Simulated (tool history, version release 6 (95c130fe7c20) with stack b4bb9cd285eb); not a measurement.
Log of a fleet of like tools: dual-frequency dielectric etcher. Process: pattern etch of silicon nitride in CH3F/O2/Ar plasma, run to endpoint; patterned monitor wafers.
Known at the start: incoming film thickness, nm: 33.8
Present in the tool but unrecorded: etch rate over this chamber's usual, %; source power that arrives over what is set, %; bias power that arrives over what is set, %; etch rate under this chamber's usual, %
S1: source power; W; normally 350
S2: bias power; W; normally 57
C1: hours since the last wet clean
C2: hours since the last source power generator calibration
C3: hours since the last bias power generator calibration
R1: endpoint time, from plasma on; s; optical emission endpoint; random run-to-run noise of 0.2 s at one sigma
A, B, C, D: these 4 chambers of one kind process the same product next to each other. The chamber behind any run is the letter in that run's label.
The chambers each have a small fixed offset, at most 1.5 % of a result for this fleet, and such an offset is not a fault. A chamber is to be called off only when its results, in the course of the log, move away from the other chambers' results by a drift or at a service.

run,hour,S1,S2,C1,C2,C3,R1
1C,6.6,350,57,543.2,1189.6,825.7,55.523
2A,17.7,350,57,78.0,3593.5,937.7,56.387
3B,24.2,350,57,104.9,2173.7,2757.9,55.323
4D,33.0,350,57,127.3,2284.8,621.0,55.508
5B,41.2,350,57,121.9,2190.7,2774.9,55.008
6C,48.6,350,57,585.2,1231.6,867.7,55.748
7D,61.9,350,57,156.2,2313.7,649.9,55.448
8A,68.2,350,57,128.5,3644.0,988.2,56.365
9D,77.7,350,57,172.0,2329.5,665.7,55.253
10A,88.0,350,57,148.3,3663.8,1008.0,56.477
# hour 92.2: chamber C: wet clean of the chamber
11B,100.3,420,49,181.0,2249.8,2834.0,54.241
12C,106.8,420,49,14.6,1289.8,925.9,56.787
13B,113.7,420,49,194.4,2263.2,2847.4,54.349
14D,122.9,420,49,217.2,2374.7,710.9,54.462
15A,129.6,350,57,189.9,3705.4,1049.6,56.104
16C,138.5,350,57,46.3,1321.5,957.6,57.952
17D,147.3,350,57,241.6,2399.1,735.3,55.143
18A,155.1,320,46,215.4,3730.9,1075.1,62.322
19C,164.9,320,46,72.7,1347.9,984.0,64.488
20B,177.9,320,46,258.6,2327.4,2911.6,61.844
21A,185.0,320,46,245.3,3760.8,1105.0,62.266
22B,197.0,350,57,277.7,2346.5,2930.7,55.338
23D,206.4,350,57,300.7,2458.2,794.4,54.980
24C,215.4,350,57,123.2,1398.4,1034.5,58.272
25B,227.5,350,57,308.2,2377.0,2961.2,55.391
26C,239.6,350,57,147.4,1422.6,1058.7,58.598
27D,252.3,350,57,346.6,2504.1,840.3,55.469

Read the log: is a single chamber off, either drifting away or since a service, is the gauge that measures every chamber drifting, or is nothing wrong beyond small per-chamber offsets? Name any odd chamber and what most likely caused it.

The work done on chamber C during a service left it standing apart from the others.
Cause: etch rate under this chamber's usual, % = 4.02.

Below are 4 candidate recipes for chamber C's next run, each the usual settings with a change, their results shown as question marks. Which of them brings C's results back in line with what the other chambers give on the usual settings?
In line here means within this much of the mean the other chambers give on the usual settings: R1 0.700 s
28C-1,262.3,350,60,,,,?
28C-2,262.3,350,54,,,,?
28C-3,262.3,330,54,,,,?
28C-4,262.3,350,64,,,,?

Usual-settings mean across the other chambers: R1 55.626 s
run,R1
28C-1,57.028
28C-2,59.013
28C-3,60.348
28C-4,55.820
28C-4 is the one that brings the chamber's results back in line with the other chambers.
